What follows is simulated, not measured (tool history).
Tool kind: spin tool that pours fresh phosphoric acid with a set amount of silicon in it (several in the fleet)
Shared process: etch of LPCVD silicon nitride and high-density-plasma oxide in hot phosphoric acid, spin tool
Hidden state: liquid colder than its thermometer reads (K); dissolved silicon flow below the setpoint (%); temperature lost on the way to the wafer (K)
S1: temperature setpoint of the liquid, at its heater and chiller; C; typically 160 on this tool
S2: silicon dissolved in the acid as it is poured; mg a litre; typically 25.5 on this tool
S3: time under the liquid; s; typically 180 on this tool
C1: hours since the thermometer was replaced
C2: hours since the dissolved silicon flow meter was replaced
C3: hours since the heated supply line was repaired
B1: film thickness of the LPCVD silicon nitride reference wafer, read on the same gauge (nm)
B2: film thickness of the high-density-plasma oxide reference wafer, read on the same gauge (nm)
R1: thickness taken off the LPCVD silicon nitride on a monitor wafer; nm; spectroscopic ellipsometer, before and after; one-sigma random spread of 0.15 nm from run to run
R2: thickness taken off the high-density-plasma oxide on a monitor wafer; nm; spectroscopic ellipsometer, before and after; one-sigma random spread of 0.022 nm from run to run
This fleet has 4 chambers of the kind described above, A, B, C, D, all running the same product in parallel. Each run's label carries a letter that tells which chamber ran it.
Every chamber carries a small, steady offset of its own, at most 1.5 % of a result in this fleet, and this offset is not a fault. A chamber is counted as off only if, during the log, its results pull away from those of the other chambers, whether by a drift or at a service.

run	day	S1	S2	S3	C1	C2	C3	B1	B2	R1	R2
1D	0.521	160	25.5	180	598.9	98.6	362.3	79.984	39.985	16.7280	0.33709
2C	1.058	160	25.5	180	2487.1	1437.0	1101.3	80.004	39.988	16.8070	0.34790
3A	1.438	160	25.5	180	1444.8	46.9	1869.9	79.989	39.959	16.8970	0.31712
4B	2.079	160	25.5	180	938.2	581.6	259.7	79.985	39.974	16.8170	0.37368
5B	2.400	160	25.5	180	945.9	589.3	267.4	80.001	40.038	16.8580	0.34950
6C	2.867	160	25.5	180	2530.5	1480.4	1144.7	79.986	40.007	16.6910	0.31472
7D	3.483	160	25.5	180	670.0	169.7	433.4	80.021	40.021	16.7690	0.34541
8A	4.042	160	25.5	180	1507.3	109.4	1932.4	80.023	39.989	17.0060	0.29369
9A	4.492	160	25.5	180	1518.1	120.2	1943.2	79.986	39.994	17.0980	0.32873
10D	4.854	160	25.5	180	702.9	202.6	466.3	79.996	39.973	16.7640	0.33101
11C	5.483	160	25.5	180	2593.3	1543.2	1207.5	79.988	39.979	17.1480	0.35311
12B	6.000	160	25.5	180	1032.3	675.7	353.8	79.976	39.966	16.8550	0.31395
13C	6.400	160	25.5	180	2615.3	1565.2	1229.5	80.015	40.012	16.7390	0.34980
14A	6.775	160	25.5	180	1572.9	175.0	1998.0	80.005	40.000	17.2210	0.29714
15B	7.121	160	7.5	115	1059.2	702.6	380.7	79.981	40.021	10.6270	0.33466
16D	7.433	160	7.5	115	764.8	264.5	528.2	80.001	39.955	10.6990	0.33462
17C	8.067	160	7.5	115	2655.3	1605.2	1269.5	80.007	40.048	10.7690	0.39596
# day 8.288: chamber C: dissolved silicon flow meter replaced
18D	8.496	160	7.5	115	790.3	290.0	553.7	79.989	39.995	10.5370	0.37661
19B	8.912	160	25.5	180	1102.2	745.6	423.7	79.994	40.029	16.5340	0.31684
20A	9.221	160	25.5	180	1631.6	233.7	2056.7	79.988	39.987	17.1030	0.32926
21A	9.617	160	25.5	180	1641.1	243.2	2066.2	80.006	40.031	16.8270	0.35000
# day 9.771: chamber C: thermometer replaced
22B	10.258	160	25.5	180	1134.5	777.9	456.0	79.998	40.009	16.3330	0.34161
23D	10.817	160	25.5	180	846.0	345.7	609.4	79.994	40.004	16.9010	0.33392
24C	11.262	160	25.5	180	35.9	71.5	1346.2	79.973	39.967	17.2450	0.33787
25A	11.788	160	25.5	180	1693.2	295.3	2118.3	80.046	40.030	17.2050	0.33219
# day 11.904: chamber A: thermometer replaced
26C	12.146	160	25.5	180	57.1	92.7	1367.4	79.990	39.998	16.9020	0.31921
27B	12.625	160	25.5	180	1191.3	834.7	512.8	79.983	39.990	15.8240	0.31509
28D	13.200	160	25.5	180	903.2	402.9	666.6	79.970	39.984	16.9280	0.31457
29C	13.733	161	25.5	75	95.2	130.8	1405.5	79.983	40.024	7.3932	0.15639
# day 13.804: chamber D: dissolved silicon flow meter replaced
30D	14.250	161	25.5	75	928.4	10.7	691.8	80.001	40.006	7.3107	0.15148
31A	14.888	161	25.5	75	71.6	369.7	2192.7	79.964	39.992	7.2581	0.16528

One chamber off, gauge drift, or nothing amiss beyond the chambers' own small offsets? If it is a chamber, which one, and what is the likeliest cause?

One chamber, B, drifts off from the rest bit by bit.
Most likely cause: temperature lost on the way to the wafer (K) = 2.63.
Not necessarily distinguishable in this log from: liquid colder than its thermometer reads (K).

Chamber B could run next with any of the 4 candidate recipes listed below; each alters the usual settings, and their results appear as question marks. Which one brings its results back in line with what the other chambers deliver on the usual settings?
Counts as in line when no further than this from what the other chambers average on the usual settings: R1 0.5400 nm; R2 0.07600 nm
32B-1	15.354	160	26.5	175						?	?
32B-2	15.354	160	23.0	195						?	?
32B-3	15.354	160	24.5	185						?	?
32B-4	15.354	160	28.0	165						?	?

Usual-settings mean across the other chambers: R1 16.9690 nm; R2 0.33640 nm
run	R1	R2
32B-1	15.1270	0.25611
32B-2	16.8560	0.32043
32B-3	15.9910	0.28975
32B-4	14.2630	0.22877
The answer is 32B-2, which returns the chamber to within the allowed miss of the others.
